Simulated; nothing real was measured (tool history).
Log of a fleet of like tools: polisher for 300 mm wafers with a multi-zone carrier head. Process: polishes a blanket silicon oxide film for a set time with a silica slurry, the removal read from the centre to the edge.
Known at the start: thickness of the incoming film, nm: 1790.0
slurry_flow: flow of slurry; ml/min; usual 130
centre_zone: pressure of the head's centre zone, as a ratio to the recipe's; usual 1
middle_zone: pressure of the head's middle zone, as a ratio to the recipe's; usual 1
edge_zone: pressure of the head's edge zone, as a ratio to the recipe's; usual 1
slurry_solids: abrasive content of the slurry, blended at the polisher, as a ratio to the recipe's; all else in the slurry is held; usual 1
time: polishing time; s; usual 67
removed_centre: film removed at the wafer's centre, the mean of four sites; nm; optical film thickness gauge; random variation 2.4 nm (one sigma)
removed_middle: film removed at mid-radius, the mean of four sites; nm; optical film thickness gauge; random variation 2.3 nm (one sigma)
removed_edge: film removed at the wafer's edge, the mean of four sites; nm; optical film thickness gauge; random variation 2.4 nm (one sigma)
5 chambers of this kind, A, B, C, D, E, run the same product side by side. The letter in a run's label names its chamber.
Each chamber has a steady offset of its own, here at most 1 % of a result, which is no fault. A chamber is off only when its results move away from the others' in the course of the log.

run	hour	slurry_flow	centre_zone	middle_zone	edge_zone	slurry_solids	time	removed_centre	removed_middle	removed_edge
1B	10	130	1	1	1	1	67	185.1	189.2	180.75
2A	16.6	130	1	1	1	1	67	182.5	186.03	185.32
3E	24.2	130	1	1	1	1	67	183.65	183.91	183.7
# hour 30.1: chamber D: worn pad replaced by a new one
# hour 30.2: chamber E: slurry nozzle cleaned
4C	35.7	130	1	1	1	1	67	183.61	188.04	183.85
# hour 41.7: chamber E: worn pad replaced by a new one
5D	43.5	130	1	1	1	1	67	183.24	183.5	188.57
# hour 44.5: chamber A: edge zone pressure recalibrated
# hour 48.5: chamber A: worn pad replaced by a new one
6E	50.8	145	1	1	1.08	1	67	188.22	186.57	195.79
7D	59	145	1	1	1.08	1	67	190.52	189.64	196.31
8C	67	145	1	1	1.08	1	67	191.24	192.65	194
9A	78.3	145	1	1	1.08	1	67	190.75	186.52	194.88
10B	86.9	145	1	1	1.08	1	67	189.5	191.23	190.65
11C	94.6	130	1	1	1	1	67	185.12	184.78	183.24
12E	102.7	130	0.96	1	1	1	88	226.67	236.9	247.85
13D	108.2	130	0.96	1	1	1	88	228.37	249.19	244.09
14B	116.9	130	0.96	1	1	1	88	234.78	240.54	241.66
15A	122.7	130	0.96	1	1	1	88	227.94	246.98	239.08
16E	133.1	130	0.96	1	1	1	88	228.53	242.69	252.19
# hour 134.3: chamber E: worn pad replaced by a new one
17A	139.1	130	1	1	1	1	67	182.48	185.88	184.49
# hour 141.7: chamber C: worn pad replaced by a new one
18B	146.4	130	1	1	1	1	67	182.48	183.75	183.65
# hour 148.2: chamber B: slurry nozzle cleaned
# hour 151.8: chamber A: worn pad replaced by a new one
19C	151.9	130	1	1	1	1	67	190.33	184.48	179.67
20D	159.8	130	1	1	1	1	67	186.56	181.58	184.29
21D	167.6	130	1	1	1	1	67	188.24	184.27	182.88
# hour 178.9: chamber D: worn pad replaced by a new one
22E	179.2	130	1	1	1	1	67	180.96	186.95	183.26
# hour 179.7: chamber D: centre zone pressure recalibrated
# hour 183.4: chamber B: worn pad replaced by a new one
23C	185	130	1	1	1	1	67	189.37	188.83	182.83
24B	190.3	130	1	1	1	1	67	188.46	184.28	184.78
25A	200.2	130	1	0.9	1	1	67	187.16	171	188.79
26B	208.7	130	1	0.9	1	1	67	185.82	168.35	183.55
27D	218.5	130	1	0.9	1	1	67	182.19	169.43	186.01
# hour 221.1: chamber E: worn pad replaced by a new one
28E	228.5	130	1	0.9	1	1	67	184.52	164.67	189.63
29C	237.5	130	1	0.9	1	1	67	185.54	170.4	184.55
# hour 242.4: chamber A: slurry nozzle cleaned
30A	245.4	130	1	1	1	1	67	179.29	188.06	190.65
31E	250.8	130	1	1	1	1	67	180.3	183.83	189.91
# hour 254.4: chamber C: edge zone pressure recalibrated
# hour 256.3: chamber A: worn pad replaced by a new one
# hour 258.7: chamber C: slurry nozzle cleaned
32B	261	130	1	1	1	1	67	184.93	185.22	187.37
33C	272.6	130	1	1	1	1	67	188.89	190.34	190.42
34A	278.8	130	1	1	1	1	67	181.8	187.61	184.32
35D	284.4	130	1	1	1	1	67	184.98	181.86	187.29
36A	293.3	130	1	1	1.11	0.85	67	169.89	173.99	185.31
# hour 297.5: chamber E: centre zone pressure recalibrated
37D	303.6	130	1	1	1.11	0.85	67	169.19	172.62	182.25
# hour 305.1: chamber B: edge zone pressure recalibrated
38E	309.2	130	1	1	1.11	0.85	67	169.23	170.35	178.85
39B	319.3	130	1	1	1.11	0.85	67	168.42	171.46	180.33

All 5 chambers run these settings next. Forecast each chamber's results:
40A	327.7	130	1	1	1	1	67	?	?	?
40B	327.7	130	1	1	1	1	67	?	?	?
40C	327.7	130	1	1	1	1	67	?	?	?
40D	327.7	130	1	1	1	1	67	?	?	?
40E	327.7	130	1	1	1	1	67	?	?	?

run	removed_centre	removed_middle	removed_edge
40A	185.76	187.59	187.81
40B	182.74	182.42	183.85
40C	183.74	188.18	186.06
40D	188.14	185.68	186.79
40E	185.28	182.46	181.97

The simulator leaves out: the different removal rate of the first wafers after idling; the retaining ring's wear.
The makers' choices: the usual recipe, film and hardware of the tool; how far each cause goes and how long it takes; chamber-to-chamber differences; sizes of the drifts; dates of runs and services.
